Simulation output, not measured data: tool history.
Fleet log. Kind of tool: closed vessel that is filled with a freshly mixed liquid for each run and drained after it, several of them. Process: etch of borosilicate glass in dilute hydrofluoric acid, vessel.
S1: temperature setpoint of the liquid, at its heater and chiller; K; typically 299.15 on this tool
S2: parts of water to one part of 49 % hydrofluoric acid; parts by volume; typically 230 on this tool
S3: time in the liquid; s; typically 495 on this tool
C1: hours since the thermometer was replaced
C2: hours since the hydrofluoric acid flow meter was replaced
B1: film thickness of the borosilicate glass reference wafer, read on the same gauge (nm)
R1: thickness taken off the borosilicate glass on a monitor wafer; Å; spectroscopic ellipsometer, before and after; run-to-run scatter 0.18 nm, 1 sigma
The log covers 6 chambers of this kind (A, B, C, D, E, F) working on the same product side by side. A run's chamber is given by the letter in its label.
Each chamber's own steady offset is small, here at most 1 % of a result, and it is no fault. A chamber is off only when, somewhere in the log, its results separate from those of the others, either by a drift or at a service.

| run | hour | S1 | S2 | S3 | C1 | C2 | B1 | R1 |
|---|---|---|---|---|---|---|---|---|
| 1B | 8.1 | 299.15 | 230 | 495 | 979.4 | 585.6 | 99.98 | 404.38 |
| 2C | 21.8 | 299.15 | 230 | 495 | 999.5 | 877.2 | 100.04 | 402.95 |
| 3A | 30.6 | 299.15 | 230 | 495 | 2324.7 | 129.1 | 100.04 | 402.38 |
| 4F | 38.8 | 299.15 | 230 | 495 | 409 | 1417.9 | 99.992 | 408.03 |
| 5E | 48.5 | 299.15 | 230 | 495 | 853.1 | 2315.9 | 100.03 | 399.8 |
| 6D | 60.1 | 297.15 | 230 | 395 | 1173.8 | 391.7 | 100.01 | 300.91 |
|  | 65.9 | chamber B: thermometer replaced |
| 7A | 72 | 297.15 | 230 | 395 | 2366.1 | 170.5 | 100.01 | 301.72 |
|  | 81.1 | chamber A: thermometer replaced |
| 8E | 83.9 | 297.15 | 230 | 395 | 888.5 | 2351.3 | 100.04 | 297.8 |
| 9D | 91.8 | 297.15 | 230 | 395 | 1205.5 | 423.4 | 99.993 | 300.67 |
|  | 94.1 | chamber B: hydrofluoric acid flow meter replaced |
|  | 101.2 | chamber F: hydrofluoric acid flow meter replaced |
| 10F | 103.9 | 297.15 | 230 | 395 | 474.1 | 2.8 | 99.999 | 304.77 |
| 11B | 113 | 297.15 | 230 | 395 | 47.2 | 18.9 | 99.994 | 299.49 |
| 12C | 122.2 | 299.15 | 230 | 495 | 1099.9 | 977.6 | 100.03 | 399.42 |
| 13B | 129.4 | 299.15 | 230 | 370 | 63.6 | 35.3 | 100.01 | 301.19 |
| 14F | 141.5 | 299.15 | 230 | 370 | 511.7 | 40.4 | 99.986 | 302.37 |
| 15A | 147.9 | 299.15 | 230 | 370 | 66.9 | 246.4 | 100.01 | 297.55 |
| 16D | 159.9 | 299.15 | 230 | 370 | 1273.6 | 491.5 | 99.988 | 305.76 |
| 17E | 167.6 | 299.15 | 230 | 370 | 972.2 | 2435 | 100.01 | 300.17 |
| 18C | 175.1 | 299.15 | 230 | 370 | 1152.8 | 1030.5 | 100.02 | 300.41 |
| 19A | 185.8 | 299.15 | 230 | 495 | 104.8 | 284.3 | 99.97 | 402.57 |
| 20D | 199.3 | 299.15 | 230 | 495 | 1313 | 530.9 | 100 | 410.64 |
| 21C | 209.1 | 299.15 | 230 | 495 | 1186.8 | 1064.5 | 99.971 | 404 |
| 22B | 218.7 | 299.15 | 230 | 495 | 152.9 | 124.6 | 100.04 | 402.47 |
| 23E | 231.2 | 299.15 | 230 | 495 | 1035.8 | 2498.6 | 100.02 | 396.24 |
| 24F | 238 | 299.15 | 230 | 495 | 608.2 | 136.9 | 100.03 | 408.78 |
| 25A | 251.9 | 299.15 | 230 | 495 | 170.9 | 350.4 | 100.05 | 402.56 |
| 26E | 262.4 | 299.15 | 230 | 495 | 1067 | 2529.8 | 99.966 | 398.72 |
| 27F | 270.7 | 299.15 | 230 | 495 | 640.9 | 169.6 | 99.972 | 409.57 |
| 28B | 282.3 | 299.15 | 230 | 495 | 216.5 | 188.2 | 99.989 | 401.64 |
| 29D | 292.8 | 299.15 | 175 | 495 | 1406.5 | 624.4 | 100.01 | 583.7 |
| 30C | 303.5 | 299.15 | 175 | 495 | 1281.2 | 1158.9 | 99.998 | 559.69 |
| 31F | 315.3 | 299.15 | 175 | 495 | 685.5 | 214.2 | 100.03 | 572.87 |
|  | 323.3 | chamber E: hydrofluoric acid flow meter replaced |
| 32B | 324.9 | 299.15 | 175 | 495 | 259.1 | 230.8 | 99.964 | 565.59 |
| 33D | 331.9 | 299.15 | 175 | 495 | 1445.6 | 663.5 | 100 | 589.95 |
| 34A | 339.7 | 299.15 | 175 | 495 | 258.7 | 438.2 | 100.03 | 562.25 |
| 35C | 347.2 | 299.15 | 230 | 495 | 1324.9 | 1202.6 | 100.01 | 402.42 |
| 36E | 357.1 | 299.15 | 230 | 495 | 1161.7 | 33.9 | 100.06 | 400.16 |
| 37E | 366.3 | 299.15 | 230 | 495 | 1170.9 | 43.1 | 100 | 401.43 |
| 38C | 375.8 | 299.15 | 230 | 495 | 1353.5 | 1231.2 | 99.997 | 400.83 |

Each of the 6 chambers runs these same settings next. Fill in every chamber's results:
| 39A | 385.8 | 299.15 | 230 | 495 |  |  |  | ? |
| 39B | 385.8 | 299.15 | 230 | 495 |  |  |  | ? |
| 39C | 385.8 | 299.15 | 230 | 495 |  |  |  | ? |
| 39D | 385.8 | 299.15 | 230 | 495 |  |  |  | ? |
| 39E | 385.8 | 299.15 | 230 | 495 |  |  |  | ? |
| 39F | 385.8 | 299.15 | 230 | 495 |  |  |  | ? |

| run | R1 |
|---|---|
| 39A | 401.39 |
| 39B | 401.27 |
| 39C | 400.81 |
| 39D | 424.18 |
| 39E | 401.67 |
| 39F | 406.2 |

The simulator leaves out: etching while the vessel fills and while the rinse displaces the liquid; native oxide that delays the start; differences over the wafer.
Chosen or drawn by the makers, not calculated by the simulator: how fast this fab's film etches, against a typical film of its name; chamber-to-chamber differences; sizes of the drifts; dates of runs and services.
